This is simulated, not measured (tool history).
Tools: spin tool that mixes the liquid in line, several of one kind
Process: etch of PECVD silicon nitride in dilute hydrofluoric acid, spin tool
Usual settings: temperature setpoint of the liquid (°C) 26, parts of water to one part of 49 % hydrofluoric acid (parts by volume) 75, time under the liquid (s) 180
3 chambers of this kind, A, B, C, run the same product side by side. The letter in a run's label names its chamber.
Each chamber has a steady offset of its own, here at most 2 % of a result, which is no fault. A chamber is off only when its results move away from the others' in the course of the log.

run   hour  temperature setpoint of the liquid (°C)  parts of water to one part of 49 % hydrofluoric acid (parts by volume)  time under the liquid (s)  read-back film thickness of the PECVD silicon nitride reference wafer, read on the same gauge (nm)  thickness taken off the PECVD silicon nitride on a monitor wafer (angstrom)
 1C    5.6                                       26                                                                      75                        180                                                                                              79.965                                                                       152.58
 2B     13                                       26                                                                      75                        180                                                                                              79.984                                                                       151.96
 3A   17.8                                       26                                                                      75                        180                                                                                              80.011                                                                       154.72
 4A   24.1                                       26                                                                      75                        180                                                                                              80.003                                                                        154.6
 5C     31                                       26                                                                      75                        180                                                                                              79.982                                                                       152.73
 6B   38.7                                       26                                                                      75                        180                                                                                              80.022                                                                        152.2
 7B   46.8                                       26                                                                      75                        180                                                                                              80.006                                                                       151.92
 8C   55.2                                       26                                                                     105                        180                                                                                              80.004                                                                       110.03
      58.3  -- chamber A: thermometer replaced
 9A   58.8                                       26                                                                     105                        180                                                                                              80.011                                                                       110.82
10B   66.7                                       26                                                                     105                        180                                                                                              80.026                                                                       108.89
11C   73.8                                       26                                                                      75                        180                                                                                              80.001                                                                       153.19
12A   79.3                                       26                                                                      75                        180                                                                                              79.994                                                                       154.32
13A   84.2                                       26                                                                      75                        180                                                                                              80.022                                                                       154.32
14B   92.4                                       26                                                                      75                        180                                                                                              80.022                                                                       150.82
15C   99.4                                       26                                                                      50                        180                                                                                              80.014                                                                       227.56
16B  103.4                                       26                                                                      50                        180                                                                                               79.98                                                                       228.07
17A  107.7                                       26                                                                      50                        180                                                                                              80.026                                                                       232.65
18C  114.6                                       26                                                                      75                        180                                                                                              79.997                                                                       152.93
19B  120.2                                       26                                                                     105                        180                                                                                              80.021                                                                        107.4
20A  127.9                                       26                                                                     105                        180                                                                                              79.986                                                                       110.91
21C  134.3                                       26                                                                     105                        180                                                                                              79.996                                                                       109.93
22B  139.6                                       26                                                                      75                        180                                                                                              79.998                                                                       151.59
23A  146.2                                       26                                                                      75                        180                                                                                              79.975                                                                       155.15
24C  152.7                                       26                                                                      75                        180                                                                                               79.98                                                                       153.52
25B  160.1                                       26                                                                      75                        180                                                                                              79.989                                                                       152.39
26C  164.9                                       26                                                                      75                        180                                                                                              79.976                                                                        153.5
27A    173                                       26                                                                      75                        180                                                                                              80.002                                                                       154.38
28C    178                                       26                                                                      75                        180                                                                                              80.003                                                                       153.26
29A  185.4                                       26                                                                      75                        180                                                                                              80.002                                                                          154

Is one chamber off against the others, does the gauge drift, or is nothing wrong? If a chamber is off, say which, and what the likeliest cause is.

No chamber stands off beyond its own small offset, and the gauge holds steady.
